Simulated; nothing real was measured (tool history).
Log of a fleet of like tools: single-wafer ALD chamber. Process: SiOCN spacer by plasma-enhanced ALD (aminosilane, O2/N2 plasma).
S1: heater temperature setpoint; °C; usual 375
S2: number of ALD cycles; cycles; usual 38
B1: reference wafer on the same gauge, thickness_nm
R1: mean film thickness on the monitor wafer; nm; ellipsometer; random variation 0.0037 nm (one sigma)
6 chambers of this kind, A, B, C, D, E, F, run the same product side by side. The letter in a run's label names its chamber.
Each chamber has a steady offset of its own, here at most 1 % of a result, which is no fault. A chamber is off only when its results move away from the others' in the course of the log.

| run | day | S1 | S2 | B1 | R1 |
|---|---|---|---|---|---|
| 1A | 0.188 | 375 | 38 | 1.8704 | 2.3124 |
| 2D | 0.383 | 375 | 38 | 1.8709 | 2.3013 |
| 3F | 0.529 | 375 | 38 | 1.8708 | 2.2761 |
| 4B | 0.662 | 375 | 38 | 1.8705 | 2.2860 |
| 5E | 0.783 | 375 | 38 | 1.8724 | 2.3040 |
| 6C | 0.904 | 375 | 38 | 1.8727 | 2.3028 |
| 7A | 1.071 | 375 | 38 | 1.8719 | 2.3155 |
| 8F | 1.229 | 375 | 38 | 1.8725 | 2.2843 |
| 9D | 1.346 | 375 | 38 | 1.8717 | 2.3046 |
| 10E | 1.508 | 375 | 38 | 1.8729 | 2.3075 |
| 11B | 1.704 | 380 | 45 | 1.8730 | 2.7080 |
| 12C | 1.879 | 380 | 45 | 1.8736 | 2.7347 |
| 13C | 1.979 | 380 | 45 | 1.8738 | 2.7337 |
| 14D | 2.154 | 380 | 45 | 1.8742 | 2.7352 |
| 15F | 2.317 | 380 | 45 | 1.8749 | 2.7041 |
| 16B | 2.433 | 380 | 45 | 1.8752 | 2.7138 |
| 17A | 2.529 | 375 | 38 | 1.8754 | 2.3188 |
| 18E | 2.708 | 375 | 38 | 1.8767 | 2.3076 |
| 19B | 2.883 | 375 | 38 | 1.8758 | 2.2961 |
| 20D | 3.062 | 375 | 38 | 1.8766 | 2.3113 |
| 21F | 3.192 | 375 | 38 | 1.8776 | 2.2900 |
| 22A | 3.329 | 375 | 38 | 1.8775 | 2.3220 |
| 23E | 3.508 | 375 | 38 | 1.8771 | 2.3124 |
| 24C | 3.604 | 375 | 38 | 1.8767 | 2.3117 |
| 25D | 3.738 | 375 | 38 | 1.8776 | 2.3132 |
| 26B | 3.904 | 375 | 38 | 1.8783 | 2.2941 |
| 27F | 4.079 | 375 | 38 | 1.8791 | 2.2896 |
| 28E | 4.296 | 375 | 38 | 1.8789 | 2.3099 |
| 29C | 4.508 | 385 | 44 | 1.8797 | 2.6750 |
| 30A | 4.696 | 385 | 44 | 1.8797 | 2.6902 |
|  | 4.738 | chamber D: thermocouple changed; heater temperature recalibrated |
| 31B | 4.792 | 385 | 44 | 1.8801 | 2.6669 |
| 32F | 4.996 | 385 | 44 | 1.8806 | 2.6546 |
| 33C | 5.188 | 385 | 44 | 1.8811 | 2.6842 |
| 34D | 5.321 | 385 | 44 | 1.8814 | 2.6855 |
| 35A | 5.529 | 375 | 38 | 1.8816 | 2.3297 |
| 36E | 5.633 | 375 | 38 | 1.8819 | 2.3151 |

Is one chamber off against the others, does the gauge drift, or is nothing wrong? If a chamber is off, say which, and what the likeliest cause is.

The gauge drifts, so all chambers seem to drift together. No chamber is off.
Cause: gauge reads high (%) = 0.657.
